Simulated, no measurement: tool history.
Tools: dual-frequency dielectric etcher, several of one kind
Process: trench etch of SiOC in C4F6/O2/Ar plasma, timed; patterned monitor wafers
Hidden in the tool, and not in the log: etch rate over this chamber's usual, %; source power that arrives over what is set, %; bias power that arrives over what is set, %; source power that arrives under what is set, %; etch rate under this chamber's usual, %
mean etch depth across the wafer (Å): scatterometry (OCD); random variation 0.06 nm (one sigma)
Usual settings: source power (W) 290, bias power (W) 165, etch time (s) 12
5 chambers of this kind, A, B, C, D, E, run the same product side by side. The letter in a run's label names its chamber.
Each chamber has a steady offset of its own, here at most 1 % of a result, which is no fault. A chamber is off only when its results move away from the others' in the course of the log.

| run | day | source power (W) | bias power (W) | etch time (s) | hours since the last wet clean | hours since the last source power generator calibration | hours since the last bias power generator calibration | read-back reference wafer on the same gauge, depth_nm | mean etch depth across the wafer (Å) |
|---|---|---|---|---|---|---|---|---|---|
| 1B | 0.308 | 290 | 165 | 12 | 176.6 | 1404.1 | 34.4 | 24.012 | 214.39 |
| 2E | 0.500 | 290 | 165 | 12 | 309.0 | 1654.9 | 2748.7 | 24.002 | 214.47 |
| 3C | 0.667 | 290 | 165 | 12 | 244.1 | 1265.9 | 3865.3 | 24.024 | 212.52 |
| 4A | 0.892 | 290 | 165 | 12 | 497.3 | 2768.5 | 1258.2 | 23.996 | 215.80 |
| 5D | 1.108 | 290 | 165 | 12 | 270.0 | 1604.9 | 2307.7 | 24.000 | 212.93 |
| 6E | 1.312 | 290 | 165 | 12 | 328.5 | 1674.4 | 2768.2 | 24.000 | 214.37 |
| 7D | 1.612 | 290 | 165 | 12 | 282.1 | 1617.0 | 2319.8 | 24.003 | 213.39 |
|  | 1.700 | chamber A: wet clean of the chamber |
| 8C | 1.925 | 290 | 165 | 12 | 274.3 | 1296.1 | 3895.5 | 23.995 | 211.24 |
| 9B | 2.154 | 290 | 165 | 12 | 220.9 | 1448.4 | 78.7 | 23.998 | 213.52 |
| 10A | 2.375 | 290 | 165 | 12 | 16.3 | 2804.1 | 1293.8 | 23.985 | 215.51 |
|  | 2.471 | chamber E: wet clean of the chamber |
| 11D | 2.679 | 290 | 165 | 12 | 307.7 | 1642.6 | 2345.4 | 23.984 | 213.35 |
| 12A | 2.967 | 290 | 165 | 12 | 30.5 | 2818.3 | 1308.0 | 24.005 | 215.72 |
| 13B | 3.146 | 290 | 165 | 12 | 244.7 | 1472.2 | 102.5 | 23.996 | 213.56 |
| 14C | 3.338 | 290 | 165 | 12 | 308.2 | 1330.0 | 3929.4 | 23.998 | 212.75 |
| 15E | 3.517 | 290 | 165 | 12 | 25.2 | 1727.3 | 2821.1 | 24.008 | 214.22 |
| 16A | 3.708 | 290 | 165 | 12 | 48.3 | 2836.1 | 1325.8 | 23.985 | 215.83 |
| 17D | 3.942 | 290 | 165 | 12 | 338.0 | 1672.9 | 2375.7 | 23.980 | 212.52 |
| 18C | 4.112 | 290 | 165 | 12 | 326.8 | 1348.6 | 3948.0 | 24.009 | 212.91 |
| 19E | 4.446 | 290 | 165 | 12 | 47.5 | 1749.6 | 2843.4 | 24.016 | 212.40 |
| 20B | 4.767 | 290 | 165 | 12 | 283.6 | 1511.1 | 141.4 | 23.993 | 213.73 |
| 21B | 5.096 | 290 | 165 | 12 | 291.5 | 1519.0 | 149.3 | 24.016 | 213.82 |
| 22A | 5.304 | 290 | 165 | 11 | 86.6 | 2874.4 | 1364.1 | 23.980 | 197.57 |
| 23D | 5.450 | 290 | 165 | 11 | 374.2 | 1709.1 | 2411.9 | 24.015 | 195.44 |
| 24C | 5.662 | 290 | 165 | 11 | 364.0 | 1385.8 | 3985.2 | 23.982 | 194.41 |
| 25E | 5.858 | 290 | 165 | 11 | 81.4 | 1783.5 | 2877.3 | 24.011 | 196.35 |
| 26E | 6.167 | 290 | 165 | 11 | 88.8 | 1790.9 | 2884.7 | 23.987 | 196.37 |
| 27B | 6.329 | 290 | 165 | 12 | 321.1 | 1548.6 | 178.9 | 24.007 | 213.77 |
| 28A | 6.533 | 290 | 165 | 12 | 116.1 | 2903.9 | 1393.6 | 23.999 | 215.02 |
| 29C | 6.679 | 290 | 165 | 12 | 388.4 | 1410.2 | 4009.6 | 23.990 | 211.72 |
| 30D | 6.912 | 290 | 165 | 12 | 409.3 | 1744.2 | 2447.0 | 24.011 | 213.34 |
| 31D | 7.096 | 290 | 165 | 12 | 413.7 | 1748.6 | 2451.4 | 23.988 | 214.45 |
|  | 7.112 | chamber A: source power generator calibrated |
| 32B | 7.321 | 290 | 165 | 12 | 344.9 | 1572.4 | 202.7 | 23.996 | 213.98 |
| 33C | 7.521 | 290 | 165 | 12 | 408.6 | 1430.4 | 4029.8 | 23.987 | 212.80 |
| 34A | 7.833 | 290 | 165 | 12 | 147.3 | 17.4 | 1424.8 | 24.011 | 215.94 |
| 35E | 8.067 | 290 | 165 | 12 | 134.4 | 1836.5 | 2930.3 | 23.996 | 214.31 |
| 36D | 8.246 | 290 | 165 | 12 | 441.3 | 1776.2 | 2479.0 | 24.012 | 213.88 |
|  | 8.471 | chamber D: wet clean of the chamber |
| 37C | 8.567 | 290 | 165 | 12 | 433.7 | 1455.5 | 4054.9 | 24.000 | 212.73 |
| 38A | 8.742 | 290 | 165 | 12 | 169.1 | 39.2 | 1446.6 | 24.006 | 216.14 |
| 39B | 9.054 | 290 | 165 | 12 | 386.5 | 1614.0 | 244.3 | 24.002 | 212.37 |
|  | 9.150 | chamber C: wet clean of the chamber |
| 40E | 9.333 | 290 | 165 | 12 | 164.8 | 1866.9 | 2960.7 | 23.984 | 214.08 |
| 41C | 9.479 | 320 | 165 | 9 | 7.9 | 1477.4 | 4076.8 | 24.009 | 165.14 |
| 42D | 9.729 | 320 | 165 | 9 | 30.2 | 1811.8 | 2514.6 | 23.987 | 165.56 |

Is one chamber off against the others, does the gauge drift, or is nothing wrong? If a chamber is off, say which, and what the likeliest cause is.

No chamber stands off beyond its own small offset, and the gauge holds steady.
